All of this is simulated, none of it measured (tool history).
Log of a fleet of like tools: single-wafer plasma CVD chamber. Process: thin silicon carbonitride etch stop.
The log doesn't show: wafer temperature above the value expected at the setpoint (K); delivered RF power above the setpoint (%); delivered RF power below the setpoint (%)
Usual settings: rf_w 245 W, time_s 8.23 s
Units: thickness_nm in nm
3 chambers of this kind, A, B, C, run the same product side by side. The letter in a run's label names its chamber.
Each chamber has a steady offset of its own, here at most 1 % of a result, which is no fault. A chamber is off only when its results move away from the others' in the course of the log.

run,hour,rf_w,time_s,hours since the last thermocouple change,hours since the last RF generator calibration,"read-back reference wafer on the same gauge, thickness_nm",thickness_nm
1A,6,245,8.23,440.8,1304.6,5.7391,4.9441
2C,11.9,245,8.23,1189.9,402.8,5.7419,4.9838
3B,17.4,245,8.23,257.1,1116.2,5.7377,4.961
4C,25.8,245,8.23,1203.8,416.7,5.7393,5.0066
5A,35.2,280,6.95,470,1333.8,5.7373,4.3453
6B,42.3,280,6.95,282,1141.1,5.739,4.3577
7A,49.8,280,6.95,484.6,1348.4,5.7387,4.3629
8C,58,245,8.23,1236,448.9,5.7413,5.0065
9B,62.7,245,8.23,302.4,1161.5,5.7408,4.928
10A,71.3,245,8.23,506.1,1369.9,5.7446,4.99
11C,76.4,245,8.23,1254.4,467.3,5.7373,5.0206
# hour 78.1: chamber C: thermocouple changed; heater temperature recalibrated
12B,82.3,245,8.23,322,1181.1,5.7396,4.9679
13C,90.7,245,8.23,12.7,481.6,5.7395,5.0053
14B,100.4,245,8.23,340.1,1199.2,5.7381,4.9453
15A,107.1,245,8.23,541.9,1405.7,5.7415,4.9399
16A,112.1,245,8.23,546.9,1410.7,5.7412,4.9537
17B,119.7,245,8.23,359.4,1218.5,5.7433,4.954
18C,127.1,245,8.23,49.1,518,5.7362,5.0009
19A,135.6,215,9.16,570.4,1434.2,5.7383,5.3148
20B,144.1,215,9.16,383.8,1242.9,5.7398,5.3189
21C,149.4,215,9.16,71.4,540.3,5.7399,5.3611
22C,155.4,245,8.23,77.4,546.3,5.7404,5.0121
23A,164.7,245,8.23,599.5,1463.3,5.74,4.9695
24B,170.1,245,8.23,409.8,1268.9,5.7391,4.9503
25B,178.9,245,8.23,418.6,1277.7,5.7393,4.9624
26A,183.6,220,7.24,618.4,1482.2,5.7395,4.2148
27C,189.4,220,7.24,111.4,580.3,5.7432,4.2722
28A,196.1,220,7.24,630.9,1494.7,5.7405,4.2272
29B,205.9,245,8.23,445.6,1304.7,5.7423,4.9566
30C,213.8,245,8.23,135.8,604.7,5.7395,5.0065
31B,222.2,200,7.27,461.9,1321,5.7403,4.1264
32C,227.2,200,7.27,149.2,618.1,5.7378,4.1623
33A,233.9,200,7.27,668.7,1532.5,5.7379,4.16
34C,240,245,8.23,162,630.9,5.7411,5.0051
35B,246.3,245,8.23,486,1345.1,5.7383,4.9639

Is one chamber off against the others, does the gauge drift, or is nothing wrong? If a chamber is off, say which, and what the likeliest cause is.

No chamber stands off beyond its own small offset, and the gauge holds steady.

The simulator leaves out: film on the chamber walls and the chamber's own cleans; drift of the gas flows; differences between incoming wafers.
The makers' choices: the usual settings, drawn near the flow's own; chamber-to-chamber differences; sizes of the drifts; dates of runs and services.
